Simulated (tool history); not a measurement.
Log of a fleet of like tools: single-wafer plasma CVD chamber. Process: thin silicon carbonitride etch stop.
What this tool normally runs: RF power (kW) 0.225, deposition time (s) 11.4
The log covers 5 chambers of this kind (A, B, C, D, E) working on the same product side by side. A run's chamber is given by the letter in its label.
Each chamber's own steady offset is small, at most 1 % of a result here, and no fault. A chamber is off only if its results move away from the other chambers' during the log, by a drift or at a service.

| run | day | RF power (kW) | deposition time (s) | hours since the last thermocouple change | hours since the last RF generator calibration | read-back reference wafer on the same gauge, thickness_nm | mean film thickness on the monitor wafer (nm) |
|---|---|---|---|---|---|---|---|
| 1C | 0.429 | 0.225 | 11.4 | 245.9 | 1600.1 | 7.3348 | 6.7192 |
| 2A | 0.900 | 0.225 | 11.4 | 1201.2 | 980.8 | 7.3345 | 6.6860 |
| 3B | 1.342 | 0.225 | 11.4 | 574.3 | 1094.2 | 7.3327 | 6.7300 |
| 4D | 1.850 | 0.225 | 11.4 | 601.2 | 829.2 | 7.3339 | 6.7191 |
| 5E | 2.308 | 0.200 | 11.4 | 312.8 | 729.9 | 7.3318 | 6.4967 |
| 6C | 2.679 | 0.200 | 11.4 | 299.9 | 1654.1 | 7.3309 | 6.4589 |
|  | 2.858 | chamber B: RF generator calibrated |
| 7D | 3.117 | 0.200 | 11.4 | 631.6 | 859.6 | 7.3287 | 6.4804 |
| 8E | 3.567 | 0.200 | 11.4 | 343.0 | 760.1 | 7.3250 | 6.4748 |
| 9B | 3.979 | 0.200 | 11.4 | 637.6 | 27.0 | 7.3242 | 6.5017 |
| 10A | 4.229 | 0.225 | 11.4 | 1281.1 | 1060.7 | 7.3232 | 6.6786 |
| 11D | 4.467 | 0.225 | 11.4 | 664.0 | 892.0 | 7.3211 | 6.6867 |
| 12E | 4.783 | 0.225 | 11.4 | 372.2 | 789.3 | 7.3193 | 6.7141 |
| 13B | 5.108 | 0.225 | 11.4 | 664.7 | 54.1 | 7.3219 | 6.7324 |
| 14A | 5.629 | 0.225 | 11.4 | 1314.7 | 1094.3 | 7.3223 | 6.6600 |
| 15C | 6.054 | 0.225 | 11.4 | 380.9 | 1735.1 | 7.3180 | 6.6893 |
| 16D | 6.550 | 0.225 | 11.4 | 714.0 | 942.0 | 7.3190 | 6.7310 |
| 17B | 6.971 | 0.225 | 11.4 | 709.4 | 98.8 | 7.3159 | 6.7638 |
| 18A | 7.479 | 0.225 | 11.4 | 1359.1 | 1138.7 | 7.3113 | 6.6792 |
| 19C | 7.779 | 0.225 | 11.4 | 422.3 | 1776.5 | 7.3121 | 6.6807 |
| 20E | 8.038 | 0.225 | 11.4 | 450.3 | 867.4 | 7.3127 | 6.7173 |
| 21A | 8.454 | 0.225 | 10.2 | 1382.5 | 1162.1 | 7.3078 | 5.9587 |
|  | 8.600 | chamber E: RF generator calibrated |
| 22B | 8.942 | 0.225 | 10.2 | 756.7 | 146.1 | 7.3080 | 6.0170 |
| 23D | 9.475 | 0.225 | 10.2 | 784.2 | 1012.2 | 7.3055 | 6.0075 |
| 24E | 9.992 | 0.225 | 10.2 | 497.2 | 33.5 | 7.3018 | 5.9983 |
| 25C | 10.425 | 0.225 | 10.2 | 485.8 | 1840.0 | 7.3015 | 5.9662 |
| 26B | 10.888 | 0.225 | 11.4 | 803.4 | 192.8 | 7.2980 | 6.7360 |
| 27C | 11.392 | 0.225 | 11.4 | 509.0 | 1863.2 | 7.3021 | 6.7001 |
|  | 11.588 | chamber A: thermocouple changed; heater temperature recalibrated |
| 28A | 11.921 | 0.225 | 11.4 | 8.0 | 1245.3 | 7.2990 | 6.6236 |
| 29E | 12.338 | 0.225 | 11.4 | 553.5 | 89.8 | 7.2952 | 6.6977 |
| 30D | 12.700 | 0.225 | 11.4 | 861.6 | 1089.6 | 7.2950 | 6.6961 |
| 31B | 13.092 | 0.225 | 11.4 | 856.3 | 245.7 | 7.2929 | 6.7102 |
| 32D | 13.346 | 0.225 | 11.4 | 877.1 | 1105.1 | 7.2935 | 6.6845 |

Each of the 5 chambers runs these same settings next. Fill in every chamber's results:
| 33A | 13.742 | 0.225 | 11.4 |  |  |  | ? |
| 33B | 13.742 | 0.225 | 11.4 |  |  |  | ? |
| 33C | 13.742 | 0.225 | 11.4 |  |  |  | ? |
| 33D | 13.742 | 0.225 | 11.4 |  |  |  | ? |
| 33E | 13.742 | 0.225 | 11.4 |  |  |  | ? |

| run | mean film thickness on the monitor wafer (nm) |
|---|---|
| 33A | 6.6445 |
| 33B | 6.7015 |
| 33C | 6.6770 |
| 33D | 6.6748 |
| 33E | 6.6821 |
